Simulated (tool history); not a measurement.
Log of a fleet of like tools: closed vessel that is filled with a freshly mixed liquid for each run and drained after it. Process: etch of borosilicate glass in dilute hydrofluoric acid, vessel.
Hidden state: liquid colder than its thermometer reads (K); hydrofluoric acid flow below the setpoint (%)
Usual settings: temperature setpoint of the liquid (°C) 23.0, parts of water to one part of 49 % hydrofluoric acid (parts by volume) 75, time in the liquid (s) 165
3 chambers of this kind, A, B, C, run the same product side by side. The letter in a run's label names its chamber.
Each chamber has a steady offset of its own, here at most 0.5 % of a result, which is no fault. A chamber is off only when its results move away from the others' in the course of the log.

run	hour	temperature setpoint of the liquid (°C)	parts of water to one part of 49 % hydrofluoric acid (parts by volume)	time in the liquid (s)	hours since the thermometer was replaced	hours since the hydrofluoric acid flow meter was replaced	read-back film thickness of the borosilicate glass reference wafer, read on the same gauge (nm)	thickness taken off the borosilicate glass on a monitor wafer (nm)
1C	6.4	23.0	75	165	1365.5	1500.8	90.005	56.180
2A	10.1	23.0	75	165	1759.0	235.3	90.027	56.403
3B	14.2	23.0	75	165	891.8	311.1	90.014	56.075
4B	18.3	23.0	75	165	895.9	315.2	90.021	56.252
5C	22.3	23.0	75	165	1381.4	1516.7	90.004	55.914
6A	27.1	23.0	75	165	1776.0	252.3	90.010	55.592
7B	30.7	23.0	75	165	908.3	327.6	89.973	56.101
8A	36.0	23.0	75	165	1784.9	261.2	89.994	54.865
9C	39.6	23.0	75	165	1398.7	1534.0	89.996	56.087
10B	43.9	18.5	75	230	921.5	340.8	90.014	64.540
11A	50.2	18.5	75	230	1799.1	275.4	89.996	63.604
12C	55.8	18.5	75	230	1414.9	1550.2	89.975	64.894
13A	60.9	23.0	75	165	1809.8	286.1	90.019	54.643
14B	64.3	23.0	75	165	941.9	361.2	90.013	56.088
15C	68.3	23.0	75	165	1427.4	1562.7	90.018	55.992
16B	74.3	23.0	75	165	951.9	371.2	90.028	55.941
17A	77.3	23.0	75	165	1826.2	302.5	90.019	53.369
18C	83.4	23.0	75	165	1442.5	1577.8	90.026	56.526
19A	87.3	23.0	75	165	1836.2	312.5	89.997	53.997
20C	93.6	23.0	75	115	1452.7	1588.0	90.009	39.231
21B	96.6	23.0	75	115	974.2	393.5	90.020	39.227

What goes on in this fleet: one chamber off, a drifting gauge, or nothing beyond the chambers' own small offsets? Name the chamber and the cause, if any.

Chamber A drifts away from the others.
Cause: liquid colder than its thermometer reads (K) = 1.61.
The log may not tell that from: hydrofluoric acid flow below the setpoint (%).

Here are 4 candidates for chamber A's next run, each the usual settings with a change, their results left as question marks. Which one brings its results back in line with what the others give on the usual settings?
In line means no further than this from the other chambers' mean on the usual settings: thickness taken off the borosilicate glass on a monitor wafer (nm) 1.100
22A-1	101.2	23.0	80	160				?
22A-2	101.2	23.0	75	175				?
22A-3	101.2	23.0	75	155				?
22A-4	101.2	23.5	75	180				?

The other chambers' mean on the usual settings: thickness taken off the borosilicate glass on a monitor wafer (nm) 56.187
run	thickness taken off the borosilicate glass on a monitor wafer (nm)
22A-1	47.956
22A-2	56.279
22A-3	49.847
22A-4	59.091
22A-2 brings the chamber back in line.
